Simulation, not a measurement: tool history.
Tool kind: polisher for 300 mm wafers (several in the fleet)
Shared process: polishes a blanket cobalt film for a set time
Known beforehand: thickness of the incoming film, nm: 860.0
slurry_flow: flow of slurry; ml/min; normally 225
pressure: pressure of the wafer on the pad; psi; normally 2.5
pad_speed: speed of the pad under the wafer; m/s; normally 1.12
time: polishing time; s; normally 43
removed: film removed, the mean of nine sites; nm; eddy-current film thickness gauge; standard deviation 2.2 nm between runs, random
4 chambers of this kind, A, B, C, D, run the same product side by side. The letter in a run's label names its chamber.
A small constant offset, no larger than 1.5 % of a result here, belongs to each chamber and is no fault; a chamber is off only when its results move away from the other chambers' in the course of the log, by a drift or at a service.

run,hour,slurry_flow,pressure,pad_speed,time,wafers polished on this pad,hours since the slurry nozzle was cleaned,hours since the head pressure was calibrated,removed
1A,9,225,2.5,1.12,43,198,837.5,1289.8,270
# hour 19.6: chamber D: worn pad replaced by a new one
2C,22.6,225,2.5,1.12,43,1155,101.2,364.5,260.93
3D,35.8,225,2.5,1.12,43,177,125.6,799.1,264.13
4B,50.2,225,2.5,1.12,43,923,87.4,598.1,265.12
# hour 53.6: chamber A: slurry nozzle cleaned
# hour 55.1: chamber C: worn pad replaced by a new one
# hour 61.5: chamber B: worn pad replaced by a new one
# hour 62.5: chamber A: worn pad replaced by a new one
# hour 63: chamber D: head pressure recalibrated
5B,63.9,225,2.5,1.12,43,26,101.1,611.8,265.16
6A,75.1,225,2.5,1.12,43,137,21.5,1355.9,265.02
# hour 78.6: chamber D: worn pad replaced by a new one
7D,82.2,225,2.5,1.12,43,39,172,19.3,261.81
8C,96.8,225,2.5,1.12,43,455,175.4,438.7,266.74
9D,105.5,225,2.5,1.12,43,293,195.3,42.6,263.82
# hour 117.5: chamber A: head pressure recalibrated
10B,119.5,225,2.5,1.12,43,632,156.7,667.4,260.26
11C,133.9,225,2.5,1.12,43,860,212.5,475.8,263.17
# hour 134: chamber D: worn pad replaced by a new one
# hour 144.4: chamber B: worn pad replaced by a new one
12A,146.2,225,2.5,1.12,43,913,92.6,28.7,241.62
# hour 149.2: chamber A: worn pad replaced by a new one
13B,156.2,225,2.5,1.12,43,129,193.4,704.1,262.61
# hour 161.5: chamber C: worn pad replaced by a new one
14A,167.6,225,2.5,1.12,43,200,114,50.1,239.62
15C,175.2,225,2.5,1.12,43,149,253.8,517.1,265.48
16D,190.1,170,2.5,1.12,43,612,279.9,127.2,253.98
# hour 190.9: chamber D: worn pad replaced by a new one
17D,200.7,170,2.5,1.12,43,107,290.5,137.8,253.94
# hour 208.9: chamber D: slurry nozzle cleaned
# hour 209.7: chamber C: slurry nozzle cleaned
18B,215,170,2.5,1.12,43,771,252.2,762.9,255.88
# hour 221.9: chamber B: worn pad replaced by a new one
19A,224.6,170,2.5,1.12,43,822,171,107.1,232.37
# hour 232.3: chamber A: worn pad replaced by a new one
20C,238.8,225,2.5,1.12,43,843,29.1,580.7,265.87
21C,251.9,225,2.5,1.12,43,986,42.2,593.8,266.16
22B,258.9,275,2.5,1.12,50,404,296.1,806.8,311.3
# hour 259.3: chamber D: worn pad replaced by a new one
23D,267.5,275,2.5,1.12,50,90,58.6,204.6,310.03
24A,281.2,275,2.5,1.12,50,533,227.6,163.7,287.6
# hour 283.5: chamber C: worn pad replaced by a new one
25C,289.6,275,2.5,1.12,50,66,79.9,631.5,314.75
26D,298.1,225,2.5,1.12,43,424,89.2,235.2,267.78
# hour 306.6: chamber A: worn pad replaced by a new one
27A,308.6,225,2.5,1.12,43,22,255,191.1,240.09

All chambers now run identical settings, listed one chamber a line with results as question marks. What results will each chamber show?
28A,319.3,185,2.5,1.12,43,,,,?
28B,319.3,185,2.5,1.12,43,,,,?
28C,319.3,185,2.5,1.12,43,,,,?
28D,319.3,185,2.5,1.12,43,,,,?

run,removed
28A,234.96
28B,257.5
28C,257.93
28D,256.94
